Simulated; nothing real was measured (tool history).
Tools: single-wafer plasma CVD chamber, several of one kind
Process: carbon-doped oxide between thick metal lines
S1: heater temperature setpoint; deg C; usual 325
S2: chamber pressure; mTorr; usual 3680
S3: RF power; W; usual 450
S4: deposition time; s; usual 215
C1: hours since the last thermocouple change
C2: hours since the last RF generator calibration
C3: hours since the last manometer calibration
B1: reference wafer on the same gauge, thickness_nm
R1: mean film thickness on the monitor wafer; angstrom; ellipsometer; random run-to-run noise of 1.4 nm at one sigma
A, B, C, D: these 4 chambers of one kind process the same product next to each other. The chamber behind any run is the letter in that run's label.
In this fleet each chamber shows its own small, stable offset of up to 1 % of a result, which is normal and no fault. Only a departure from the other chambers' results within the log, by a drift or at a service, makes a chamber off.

run 1B hour=6.4 | S1=325 S2=3680 S3=450 S4=215 | C1=228.0 C2=1131.7 C3=1177.0 | B1=900.06 | R1=10411.0
run 2C hour=13.5 | S1=325 S2=3680 S3=450 S4=215 | C1=807.4 C2=473.7 C3=312.3 | B1=900.39 | R1=10450.0
run 3D hour=17.6 | S1=325 S2=3680 S3=450 S4=215 | C1=847.7 C2=1444.9 C3=473.3 | B1=900.63 | R1=10456.0
run 4A hour=22.3 | S1=325 S2=3680 S3=450 S4=215 | C1=900.8 C2=2205.1 C3=845.8 | B1=900.95 | R1=10309.0
run 5A hour=29.2 | S1=325 S2=3680 S3=415 S4=239 | C1=907.7 C2=2212.0 C3=852.7 | B1=901.22 | R1=10817.0
run 6B hour=33.0 | S1=325 S2=3680 S3=415 S4=239 | C1=254.6 C2=1158.3 C3=1203.6 | B1=901.30 | R1=10897.0
run 7D hour=40.0 | S1=325 S2=3680 S3=415 S4=239 | C1=870.1 C2=1467.3 C3=495.7 | B1=901.32 | R1=10955.0
run 8C hour=46.8 | S1=325 S2=3680 S3=415 S4=239 | C1=840.7 C2=507.0 C3=345.6 | B1=901.55 | R1=10899.0
run 9D hour=53.6 | S1=325 S2=3680 S3=450 S4=215 | C1=883.7 C2=1480.9 C3=509.3 | B1=901.76 | R1=10455.0
run 10B hour=60.6 | S1=325 S2=3680 S3=450 S4=215 | C1=282.2 C2=1185.9 C3=1231.2 | B1=902.26 | R1=10464.0
run 11C hour=66.0 | S1=325 S2=3680 S3=450 S4=215 | C1=859.9 C2=526.2 C3=364.8 | B1=902.34 | R1=10443.0
run 12A hour=71.9 | S1=325 S2=3680 S3=450 S4=215 | C1=950.4 C2=2254.7 C3=895.4 | B1=902.76 | R1=10313.0
run 13B hour=78.3 | S1=325 S2=3680 S3=450 S4=215 | C1=299.9 C2=1203.6 C3=1248.9 | B1=903.04 | R1=10478.0
run 14C hour=82.2 | S1=325 S2=3680 S3=450 S4=215 | C1=876.1 C2=542.4 C3=381.0 | B1=902.84 | R1=10440.0
run 15A hour=88.0 | S1=325 S2=4560 S3=450 S4=215 | C1=966.5 C2=2270.8 C3=911.5 | B1=902.90 | R1=10667.0
run 16D hour=94.0 | S1=325 S2=4560 S3=450 S4=215 | C1=924.1 C2=1521.3 C3=549.7 | B1=903.70 | R1=10793.0
run 17C hour=97.4 | S1=325 S2=4560 S3=450 S4=215 | C1=891.3 C2=557.6 C3=396.2 | B1=903.73 | R1=10802.0
run 18B hour=104.7 | S1=325 S2=4560 S3=450 S4=215 | C1=326.3 C2=1230.0 C3=1275.3 | B1=903.53 | R1=10799.0
run 19A hour=109.7 | S1=325 S2=3680 S3=450 S4=215 | C1=988.2 C2=2292.5 C3=933.2 | B1=903.81 | R1=10335.0
run 20D hour=112.9 | S1=325 S2=3680 S3=450 S4=215 | C1=943.0 C2=1540.2 C3=568.6 | B1=904.15 | R1=10499.0
run 21C hour=119.6 | S1=331 S2=3280 S3=450 S4=215 | C1=913.5 C2=579.8 C3=418.4 | B1=904.38 | R1=10104.0
run 22B hour=122.8 | S1=331 S2=3280 S3=450 S4=215 | C1=344.4 C2=1248.1 C3=1293.4 | B1=904.28 | R1=10108.0
run 23D hour=126.5 | S1=331 S2=3280 S3=450 S4=215 | C1=956.6 C2=1553.8 C3=582.2 | B1=904.39 | R1=10148.0
run 24A hour=133.8 | S1=331 S2=3280 S3=450 S4=215 | C1=1012.3 C2=2316.6 C3=957.3 | B1=905.24 | R1=9987.2
run 25D hour=139.0 | S1=325 S2=3680 S3=450 S4=215 | C1=969.1 C2=1566.3 C3=594.7 | B1=904.77 | R1=10471.0

Has any chamber moved away from the others, gradually or after a service, or does the common gauge drift, or do the chambers differ only by their own small steady offsets? State the chamber and the most likely cause if one applies.

Gauge drift. The chambers move together only on paper, and none stands off.
What lies behind it: gauge reads high (%) = 0.573.
